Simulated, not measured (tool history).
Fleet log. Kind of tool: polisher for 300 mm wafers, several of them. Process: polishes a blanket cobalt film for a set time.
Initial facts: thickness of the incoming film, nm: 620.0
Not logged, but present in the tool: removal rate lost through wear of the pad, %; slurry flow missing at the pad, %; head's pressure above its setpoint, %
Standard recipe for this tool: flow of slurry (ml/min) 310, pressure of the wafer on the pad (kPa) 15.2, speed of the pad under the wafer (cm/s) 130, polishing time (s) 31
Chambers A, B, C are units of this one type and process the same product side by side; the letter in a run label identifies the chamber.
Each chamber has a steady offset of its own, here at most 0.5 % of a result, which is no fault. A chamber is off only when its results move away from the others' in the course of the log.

run,hour,flow of slurry (ml/min),pressure of the wafer on the pad (kPa),speed of the pad under the wafer (cm/s),polishing time (s),wafers polished on this pad,hours since the slurry nozzle was cleaned,hours since the head pressure was calibrated,film removed (angstrom)
1C,8.6,310,15.2,130,31,754,440.9,839.6,2169.5
2B,17.5,310,15.2,130,31,383,225,459.8,2186.2
3A,31.2,310,15.2,130,31,473,427.4,389.2,2170.1
# hour 40.6: chamber C: worn pad replaced by a new one
4C,43.5,310,15.2,130,31,35,475.8,874.5,2217.3
# hour 44.5: chamber B: head pressure recalibrated
5A,60,380,15.2,130,31,820,456.2,418,2227.6
6B,75.1,380,15.2,130,31,1077,282.6,30.7,2226.5
# hour 78.3: chamber B: worn pad replaced by a new one
# hour 81: chamber B: slurry nozzle cleaned
7A,89.3,380,15.2,130,31,1173,485.5,447.3,2235.8
8C,105.1,310,15.2,130,31,777,537.4,936.1,2225.7
9B,115.2,310,15.2,130,31,445,34.3,70.8,2203.5
# hour 125.1: chamber A: worn pad replaced by a new one
10C,130,310,15.2,130,31,1077,562.3,961,2213.2
# hour 136.4: chamber C: worn pad replaced by a new one
11B,141.3,310,15.2,130,31,760,60.4,96.9,2241.1
# hour 150.9: chamber C: head pressure recalibrated
12A,156.9,310,15.2,114,31,383,553.1,514.9,1945.7
# hour 168.5: chamber B: worn pad replaced by a new one
13A,173.5,310,15.2,114,31,583,569.7,531.5,1963.7
14C,188.8,310,15.2,114,31,631,621.1,38,1950.8
15B,203.6,310,15.2,130,31,423,122.7,159.2,2215.4
16C,211.2,310,15.2,130,31,901,643.5,60.4,2194.4
17A,226,310,15.2,130,31,1216,622.2,584,2258.1
# hour 230.6: chamber C: worn pad replaced by a new one
18B,240,310,15.2,130,31,862,159.1,195.6,2200.1
19A,251.1,310,15.2,130,31,1518,647.3,609.1,2270.5
# hour 251.4: chamber B: worn pad replaced by a new one
# hour 255.6: chamber A: worn pad replaced by a new one
20C,266.1,310,15.2,130,31,428,698.4,115.3,2192.7
21B,278.7,220,17.9,130,31,329,197.8,234.3,2501.9
22C,294.6,220,17.9,130,31,771,726.9,143.8,2506.8
23A,303.9,220,17.9,130,31,582,700.1,661.9,2607.9
# hour 311.3: chamber C: slurry nozzle cleaned
24B,312.9,360,13.8,130,31,741,232,268.5,2019.9
# hour 322.8: chamber C: worn pad replaced by a new one
25A,325.7,360,13.8,130,31,845,721.9,683.7,2137.1
# hour 332.8: chamber B: worn pad replaced by a new one
26C,340.3,360,13.8,130,31,211,29,189.5,2060.9
27B,350.6,310,15.2,130,31,215,269.7,306.2,2171
28A,360.1,310,15.2,130,31,1259,756.3,718.1,2333.9
29B,371.8,310,15.2,130,31,471,290.9,327.4,2213.1
30C,379.1,255,15.2,130,31,679,67.8,228.3,2165.7
# hour 382.6: chamber B: slurry nozzle cleaned
31A,388.5,255,15.2,130,31,1602,784.7,746.5,2286
32B,404.7,255,15.2,130,31,867,22.2,360.3,2163.1
33C,412.4,310,15.2,130,31,1080,101.1,261.6,2190.3

Has any chamber moved away from the others, gradually or after a service, or does the common gauge drift, or do the chambers differ only by their own small steady offsets? State the chamber and the most likely cause if one applies.

Chamber A drifts away from the others.
Likeliest cause: head's pressure above its setpoint, % = 7.79.

Here are 4 candidates for chamber A's next run, each the usual settings with a change, their results left as question marks. Which one brings its results back in line with what the others give on the usual settings?
In-line tolerance around the mean of the other chambers on the usual settings: film removed (angstrom) 55
34A-1,424.4,310,15.9,134,31,,,,?
34A-2,424.4,310,13.1,130,31,,,,?
34A-3,424.4,310,15.9,136,33,,,,?
34A-4,424.4,310,14.5,126,31,,,,?

On the usual settings, the other chambers give on average: film removed (angstrom) 2200.7
run,film removed (angstrom)
34A-1,2541.3
34A-2,2040.9
34A-3,2745.6
34A-4,2183.8
With 34A-4, the chamber falls back in line with the rest.

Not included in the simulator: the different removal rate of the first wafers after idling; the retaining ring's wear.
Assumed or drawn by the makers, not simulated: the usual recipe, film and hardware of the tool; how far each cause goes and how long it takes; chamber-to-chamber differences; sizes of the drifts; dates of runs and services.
